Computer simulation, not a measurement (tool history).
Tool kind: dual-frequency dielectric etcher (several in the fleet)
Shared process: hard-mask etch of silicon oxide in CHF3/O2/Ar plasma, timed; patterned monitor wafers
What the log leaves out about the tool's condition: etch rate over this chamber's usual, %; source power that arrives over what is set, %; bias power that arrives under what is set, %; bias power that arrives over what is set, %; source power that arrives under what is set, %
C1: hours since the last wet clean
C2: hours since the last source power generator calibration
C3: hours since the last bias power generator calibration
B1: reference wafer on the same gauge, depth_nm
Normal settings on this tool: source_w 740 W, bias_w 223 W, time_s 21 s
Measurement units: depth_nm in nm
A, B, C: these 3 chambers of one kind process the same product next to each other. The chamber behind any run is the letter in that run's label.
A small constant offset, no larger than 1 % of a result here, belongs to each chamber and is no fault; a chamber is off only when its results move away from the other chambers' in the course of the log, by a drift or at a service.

run 1B hour=7.8 | source_w=740 bias_w=223 time_s=21 | C1=224.2 C2=2434.3 C3=429.8 | B1=48.803 | depth_nm=48.374
run 2C hour=22.3 | source_w=740 bias_w=223 time_s=21 | C1=404.7 C2=1312.3 C3=139.5 | B1=48.761 | depth_nm=48.017
run 3A hour=30.2 | source_w=740 bias_w=223 time_s=21 | C1=61.1 C2=1471.1 C3=881.5 | B1=48.754 | depth_nm=48.399
run 4A hour=38.5 | source_w=740 bias_w=223 time_s=21 | C1=69.4 C2=1479.4 C3=889.8 | B1=48.802 | depth_nm=48.559
run 5B hour=50.1 | source_w=680 bias_w=249 time_s=21 | C1=266.5 C2=2476.6 C3=472.1 | B1=48.775 | depth_nm=48.653
run 6C hour=64.3 | source_w=680 bias_w=249 time_s=21 | C1=446.7 C2=1354.3 C3=181.5 | B1=48.747 | depth_nm=48.299
run 7C hour=80.4 | source_w=680 bias_w=249 time_s=21 | C1=462.8 C2=1370.4 C3=197.6 | B1=48.73 | depth_nm=48.363
run 8A hour=94.3 | source_w=740 bias_w=223 time_s=21 | C1=125.2 C2=1535.2 C3=945.6 | B1=48.717 | depth_nm=48.418
run 9B hour=102.6 | source_w=590 bias_w=223 time_s=21 | C1=319 C2=2529.1 C3=524.6 | B1=48.704 | depth_nm=44.211
-- hour=105.2 chamber C: wet clean of the chamber
run 10B hour=118.7 | source_w=590 bias_w=223 time_s=21 | C1=335.1 C2=2545.2 C3=540.7 | B1=48.682 | depth_nm=44.247
run 11A hour=131.2 | source_w=590 bias_w=223 time_s=21 | C1=162.1 C2=1572.1 C3=982.5 | B1=48.688 | depth_nm=44.559
run 12C hour=142.8 | source_w=740 bias_w=223 time_s=21 | C1=37.6 C2=1432.8 C3=260 | B1=48.7 | depth_nm=47.827
run 13C hour=153.1 | source_w=740 bias_w=223 time_s=21 | C1=47.9 C2=1443.1 C3=270.3 | B1=48.677 | depth_nm=47.801
run 14A hour=166.3 | source_w=740 bias_w=223 time_s=21 | C1=197.2 C2=1607.2 C3=1017.6 | B1=48.656 | depth_nm=48.499
-- hour=181 chamber B: wet clean of the chamber
run 15B hour=182.2 | source_w=740 bias_w=223 time_s=21 | C1=1.3 C2=2608.7 C3=604.2 | B1=48.655 | depth_nm=48.164
run 16C hour=192.2 | source_w=740 bias_w=223 time_s=21 | C1=87 C2=1482.2 C3=309.4 | B1=48.635 | depth_nm=47.978
run 17A hour=199.8 | source_w=740 bias_w=223 time_s=21 | C1=230.7 C2=1640.7 C3=1051.1 | B1=48.639 | depth_nm=48.318
run 18B hour=215.9 | source_w=740 bias_w=223 time_s=21 | C1=35 C2=2642.4 C3=637.9 | B1=48.636 | depth_nm=48.19
run 19A hour=231.8 | source_w=740 bias_w=223 time_s=21 | C1=262.7 C2=1672.7 C3=1083.1 | B1=48.615 | depth_nm=48.206
run 20C hour=245.3 | source_w=680 bias_w=223 time_s=25 | C1=140.1 C2=1535.3 C3=362.5 | B1=48.595 | depth_nm=55.136
run 21B hour=255.6 | source_w=680 bias_w=223 time_s=25 | C1=74.7 C2=2682.1 C3=677.6 | B1=48.568 | depth_nm=55.343
run 22A hour=269.9 | source_w=680 bias_w=223 time_s=25 | C1=300.8 C2=1710.8 C3=1121.2 | B1=48.563 | depth_nm=55.704
run 23B hour=280.1 | source_w=740 bias_w=223 time_s=21 | C1=99.2 C2=2706.6 C3=702.1 | B1=48.557 | depth_nm=48.154
run 24C hour=294.4 | source_w=740 bias_w=223 time_s=21 | C1=189.2 C2=1584.4 C3=411.6 | B1=48.577 | depth_nm=47.93
run 25C hour=307.8 | source_w=740 bias_w=223 time_s=21 | C1=202.6 C2=1597.8 C3=425 | B1=48.557 | depth_nm=47.763
run 26B hour=319.9 | source_w=740 bias_w=223 time_s=21 | C1=139 C2=2746.4 C3=741.9 | B1=48.544 | depth_nm=48.018
run 27A hour=335.1 | source_w=830 bias_w=263 time_s=21 | C1=366 C2=1776 C3=1186.4 | B1=48.528 | depth_nm=53.589
run 28A hour=344.6 | source_w=830 bias_w=263 time_s=21 | C1=375.5 C2=1785.5 C3=1195.9 | B1=48.501 | depth_nm=53.355
run 29B hour=352.7 | source_w=830 bias_w=263 time_s=21 | C1=171.8 C2=2779.2 C3=774.7 | B1=48.516 | depth_nm=53.064
run 30C hour=363.7 | source_w=740 bias_w=223 time_s=21 | C1=258.5 C2=1653.7 C3=480.9 | B1=48.499 | depth_nm=47.774
run 31A hour=379 | source_w=740 bias_w=223 time_s=21 | C1=409.9 C2=1819.9 C3=1230.3 | B1=48.488 | depth_nm=48.382
run 32B hour=389.6 | source_w=740 bias_w=223 time_s=21 | C1=208.7 C2=2816.1 C3=811.6 | B1=48.485 | depth_nm=48.02
run 33C hour=405.6 | source_w=740 bias_w=268 time_s=21 | C1=300.4 C2=1695.6 C3=522.8 | B1=48.477 | depth_nm=50.719
run 34B hour=413.8 | source_w=740 bias_w=268 time_s=21 | C1=232.9 C2=2840.3 C3=835.8 | B1=48.452 | depth_nm=51.267

Each of the 3 chambers runs these same settings next. Fill in every chamber's results:
run 35A hour=425.6 | source_w=740 bias_w=223 time_s=21 | depth_nm=?
run 35B hour=425.6 | source_w=740 bias_w=223 time_s=21 | depth_nm=?
run 35C hour=425.6 | source_w=740 bias_w=223 time_s=21 | depth_nm=?

run=35A depth_nm=48.158
run=35B depth_nm=47.992
run=35C depth_nm=47.602
